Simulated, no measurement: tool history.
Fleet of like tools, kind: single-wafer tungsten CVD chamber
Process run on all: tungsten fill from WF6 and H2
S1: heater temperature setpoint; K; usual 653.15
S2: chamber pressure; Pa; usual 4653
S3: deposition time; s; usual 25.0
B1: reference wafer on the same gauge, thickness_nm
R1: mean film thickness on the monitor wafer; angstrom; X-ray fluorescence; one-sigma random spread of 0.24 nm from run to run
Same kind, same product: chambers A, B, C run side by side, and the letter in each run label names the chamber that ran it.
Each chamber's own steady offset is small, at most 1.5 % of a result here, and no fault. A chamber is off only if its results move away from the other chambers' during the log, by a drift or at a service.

run,day,S1,S2,S3,B1,R1
1A,0.233,653.15,4653,25.0,57.923,524.03
2C,0.558,653.15,4653,25.0,57.922,531.37
3B,0.854,653.15,4653,25.0,57.828,526.87
4B,1.279,653.15,4653,25.0,57.916,525.86
5A,1.704,653.15,4653,25.0,57.950,526.83
6C,1.950,653.15,4653,25.0,57.914,535.11
7C,2.208,653.15,4653,25.0,57.924,528.68
8A,2.579,653.15,4653,25.0,57.879,523.84
9B,2.767,653.15,4653,25.0,57.954,523.88
10C,3.138,653.15,4653,25.0,57.882,531.51
11A,3.329,653.15,4653,25.0,57.942,523.31
12B,3.658,653.15,4653,25.0,57.924,524.97
13C,3.925,653.15,4653,25.0,57.889,530.52
14A,4.175,653.15,4653,20.5,57.918,430.30
15B,4.467,653.15,4653,20.5,57.930,432.84
16C,4.738,653.15,4653,20.5,57.931,435.44
17B,5.138,653.15,4653,25.0,57.945,520.75
18A,5.562,653.15,4653,25.0,57.867,521.26
19A,5.821,653.15,4653,25.0,57.980,525.43
20C,6.217,653.15,4653,28.4,57.930,604.92
21B,6.475,653.15,4653,28.4,57.872,595.02
22A,6.838,653.15,4653,28.4,57.937,594.39
23C,7.067,653.15,4653,25.0,57.893,527.74

Is one chamber off against the others, does the gauge drift, or is nothing wrong? If a chamber is off, say which, and what the likeliest cause is.

No chamber is off and the gauge is stable; the differences are just each chamber's small, constant offset.

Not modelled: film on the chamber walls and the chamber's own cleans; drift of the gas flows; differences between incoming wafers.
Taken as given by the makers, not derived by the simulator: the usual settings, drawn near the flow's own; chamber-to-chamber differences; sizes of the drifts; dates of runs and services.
